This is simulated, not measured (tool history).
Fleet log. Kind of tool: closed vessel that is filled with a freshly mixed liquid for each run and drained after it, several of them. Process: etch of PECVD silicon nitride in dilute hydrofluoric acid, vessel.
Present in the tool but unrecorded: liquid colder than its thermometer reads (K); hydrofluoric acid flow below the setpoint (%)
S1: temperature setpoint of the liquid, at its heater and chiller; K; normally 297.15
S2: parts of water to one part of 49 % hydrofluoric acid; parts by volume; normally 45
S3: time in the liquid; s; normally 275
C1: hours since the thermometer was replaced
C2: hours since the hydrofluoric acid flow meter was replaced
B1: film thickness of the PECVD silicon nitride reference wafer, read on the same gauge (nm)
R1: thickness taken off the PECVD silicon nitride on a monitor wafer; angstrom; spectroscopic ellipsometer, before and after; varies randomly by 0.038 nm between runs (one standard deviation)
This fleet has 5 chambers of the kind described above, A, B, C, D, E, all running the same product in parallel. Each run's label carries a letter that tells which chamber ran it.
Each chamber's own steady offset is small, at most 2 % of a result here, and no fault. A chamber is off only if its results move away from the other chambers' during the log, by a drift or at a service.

| run | hour | S1 | S2 | S3 | C1 | C2 | B1 | R1 |
|---|---|---|---|---|---|---|---|---|
| 1B | 4.7 | 297.15 | 45 | 275 | 609.8 | 173.5 | 129.98 | 104.88 |
| 2C | 9.7 | 297.15 | 45 | 275 | 1181.3 | 372.9 | 130 | 103.37 |
| 3E | 14.2 | 297.15 | 45 | 275 | 391.4 | 1863 | 130 | 102.84 |
| 4A | 17.8 | 297.15 | 45 | 275 | 2013.5 | 1016.6 | 130 | 104.23 |
| 5D | 25.6 | 292.65 | 45 | 275 | 259.9 | 649.1 | 130.01 | 74.678 |
| 6E | 31.4 | 292.65 | 45 | 275 | 408.6 | 1880.2 | 130 | 75.26 |
| 7B | 38.3 | 292.65 | 45 | 275 | 643.4 | 207.1 | 130 | 76.644 |
| 8A | 45.9 | 292.65 | 45 | 275 | 2041.6 | 1044.7 | 129.99 | 76.534 |
| 9C | 53.3 | 292.65 | 45 | 275 | 1224.9 | 416.5 | 129.99 | 75.386 |
| 10D | 58.1 | 297.15 | 45 | 275 | 292.4 | 681.6 | 130 | 102.84 |
| 11C | 62.5 | 297.15 | 45 | 275 | 1234.1 | 425.7 | 130 | 102.75 |
| 12B | 69.5 | 297.15 | 45 | 275 | 674.6 | 238.3 | 130 | 104.11 |
| 13A | 75.6 | 292.65 | 45 | 275 | 2071.3 | 1074.4 | 130.02 | 75.945 |
| 14D | 81.7 | 292.65 | 45 | 275 | 316 | 705.2 | 130 | 75.07 |
| 15E | 85.3 | 292.65 | 45 | 275 | 462.5 | 1934.1 | 129.99 | 74.81 |
| 16A | 89.6 | 292.65 | 45 | 275 | 2085.3 | 1088.4 | 130.01 | 75.903 |
| 17B | 96 | 292.65 | 45 | 275 | 701.1 | 264.8 | 130.02 | 76.832 |
| 18D | 103 | 297.15 | 45 | 275 | 337.3 | 726.5 | 129.98 | 102.95 |
| 19E | 110.4 | 295.15 | 35 | 275 | 487.6 | 1959.2 | 130 | 113.69 |
| 20C | 114.1 | 295.15 | 35 | 275 | 1285.7 | 477.3 | 130 | 114.41 |
| 21B | 118.9 | 295.15 | 35 | 275 | 724 | 287.7 | 129.98 | 117.42 |
| 22C | 126.5 | 295.15 | 35 | 275 | 1298.1 | 489.7 | 130 | 114.34 |
| 23D | 130 | 295.15 | 35 | 275 | 364.3 | 753.5 | 130.01 | 113.67 |
| 24E | 134.7 | 300.65 | 30 | 275 | 511.9 | 1983.5 | 130.01 | 193.12 |
| 25A | 138.5 | 300.65 | 30 | 275 | 2134.2 | 1137.3 | 129.99 | 195.89 |
| 26B | 144.6 | 300.65 | 30 | 275 | 749.7 | 313.4 | 130.02 | 198.21 |
| 27E | 151.5 | 300.65 | 30 | 275 | 528.7 | 2000.3 | 130 | 192.7 |
| 28D | 156.2 | 300.65 | 30 | 275 | 390.5 | 779.7 | 130 | 191.9 |
| 29C | 163.7 | 297.15 | 45 | 275 | 1335.3 | 526.9 | 130 | 102.52 |
| 30A | 169.1 | 297.15 | 45 | 180 | 2164.8 | 1167.9 | 130 | 68.166 |
| 31E | 176.2 | 297.15 | 45 | 180 | 553.4 | 2025 | 130.01 | 67.55 |
| 32A | 181.6 | 297.15 | 45 | 180 | 2177.3 | 1180.4 | 130 | 68.024 |
| 33B | 187.6 | 297.15 | 45 | 180 | 792.7 | 356.4 | 130.01 | 68.677 |
| 34D | 192.4 | 297.15 | 45 | 180 | 426.7 | 815.9 | 130.01 | 67.244 |
| 35C | 197.6 | 302.15 | 45 | 400 | 1369.2 | 560.8 | 130 | 207.41 |
| 36E | 202.3 | 302.15 | 45 | 400 | 579.5 | 2051.1 | 130.01 | 208.75 |
| 37C | 208.8 | 302.15 | 45 | 400 | 1380.4 | 572 | 129.98 | 208.44 |
| 38D | 212.9 | 302.15 | 45 | 400 | 447.2 | 836.4 | 129.99 | 209.3 |
| 39A | 219.1 | 302.15 | 45 | 400 | 2214.8 | 1217.9 | 130 | 210.82 |

One chamber off, gauge drift, or nothing amiss beyond the chambers' own small offsets? If it is a chamber, which one, and what is the likeliest cause?

No chamber stands off beyond its own small offset, and the gauge holds steady.
